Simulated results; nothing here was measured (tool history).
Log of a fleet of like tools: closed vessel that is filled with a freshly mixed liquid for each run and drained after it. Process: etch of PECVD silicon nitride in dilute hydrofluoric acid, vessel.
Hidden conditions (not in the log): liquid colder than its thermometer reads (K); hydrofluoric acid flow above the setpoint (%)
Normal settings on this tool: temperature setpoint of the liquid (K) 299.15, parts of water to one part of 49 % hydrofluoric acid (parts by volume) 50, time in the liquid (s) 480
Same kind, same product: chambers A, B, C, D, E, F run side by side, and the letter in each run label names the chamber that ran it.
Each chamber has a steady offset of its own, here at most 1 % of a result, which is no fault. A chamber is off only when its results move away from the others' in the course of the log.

run,hour,temperature setpoint of the liquid (K),parts of water to one part of 49 % hydrofluoric acid (parts by volume),time in the liquid (s),hours since the thermometer was replaced,hours since the hydrofluoric acid flow meter was replaced,"read-back film thickness of the PECVD silicon nitride reference wafer, read on the same gauge (nm)",thickness taken off the PECVD silicon nitride on a monitor wafer (nm)
1A,11.5,299.15,50,480,2000.5,658.8,140.01,18.9090
2B,22.6,299.15,50,480,1730.3,1268.6,140.01,18.8710
3E,32.4,299.15,50,480,569.1,589.2,140.00,18.8840
4D,48.1,299.15,50,480,383.6,1517.5,139.98,18.8630
# hour 54.7: chamber E: hydrofluoric acid flow meter replaced
5F,64.4,299.15,50,480,1129.3,1596.2,139.99,18.7740
6C,76.4,299.15,50,480,1015.3,896.5,140.02,18.5920
7C,84.0,299.15,50,480,1022.9,904.1,139.99,18.3830
8D,97.0,299.15,50,480,432.5,1566.4,140.00,18.5400
9A,104.9,299.15,50,480,2093.9,752.2,139.98,19.0020
# hour 105.1: chamber E: thermometer replaced
10F,117.7,299.15,50,480,1182.6,1649.5,140.02,18.6990
11B,133.6,299.15,50,480,1841.3,1379.6,139.98,18.5200
12E,143.7,299.15,50,480,38.6,89.0,140.01,18.3890
13D,156.6,299.15,50,480,492.1,1626.0,140.01,18.7880
14B,165.4,299.15,50,480,1873.1,1411.4,140.00,18.8010
15E,175.0,297.15,50,275,69.9,120.3,139.99,9.2937
16F,183.9,297.15,50,275,1248.8,1715.7,140.01,9.3825
17C,192.8,297.15,50,275,1131.7,1012.9,139.99,9.3120
18A,205.1,297.15,50,275,2194.1,852.4,139.98,9.3961
19E,215.3,297.15,50,275,110.2,160.6,140.00,9.4609
# hour 217.3: chamber D: thermometer replaced
20A,231.2,297.15,50,275,2220.2,878.5,140.02,9.4800
21D,243.3,299.15,50,480,26.1,1712.7,140.03,18.8360
22C,253.2,301.15,50,480,1192.1,1073.3,140.00,21.3900
23B,263.8,301.15,50,480,1971.5,1509.8,140.00,21.2330
24F,271.0,301.15,50,480,1335.9,1802.8,140.01,21.3320
25E,286.3,301.15,50,480,181.2,231.6,140.01,21.2150
26A,299.4,301.15,50,480,2288.4,946.7,140.01,21.6980
27B,309.5,301.15,50,480,2017.2,1555.5,139.99,21.4530
28F,317.1,299.15,50,480,1382.0,1848.9,140.00,18.6840
# hour 320.5: chamber C: hydrofluoric acid flow meter replaced
29C,329.6,299.15,50,480,1268.5,9.1,140.02,18.5130
30D,340.4,299.15,50,480,123.2,1809.8,140.00,18.8500
31B,352.4,299.15,50,480,2060.1,1598.4,140.01,18.3820
32D,367.7,299.15,50,480,150.5,1837.1,140.01,18.7090
33A,380.5,299.15,50,480,2369.5,1027.8,139.98,18.9040
34F,396.1,299.15,50,480,1461.0,1927.9,140.00,18.7350
35E,406.4,299.15,50,480,301.3,351.7,140.00,18.5480
36C,415.7,299.15,50,480,1354.6,95.2,140.00,18.4910

What goes on in this fleet: one chamber off, a drifting gauge, or nothing beyond the chambers' own small offsets? Name the chamber and the cause, if any.

Neither any chamber nor the gauge drifts; the chambers differ only by their own small, steady offsets.

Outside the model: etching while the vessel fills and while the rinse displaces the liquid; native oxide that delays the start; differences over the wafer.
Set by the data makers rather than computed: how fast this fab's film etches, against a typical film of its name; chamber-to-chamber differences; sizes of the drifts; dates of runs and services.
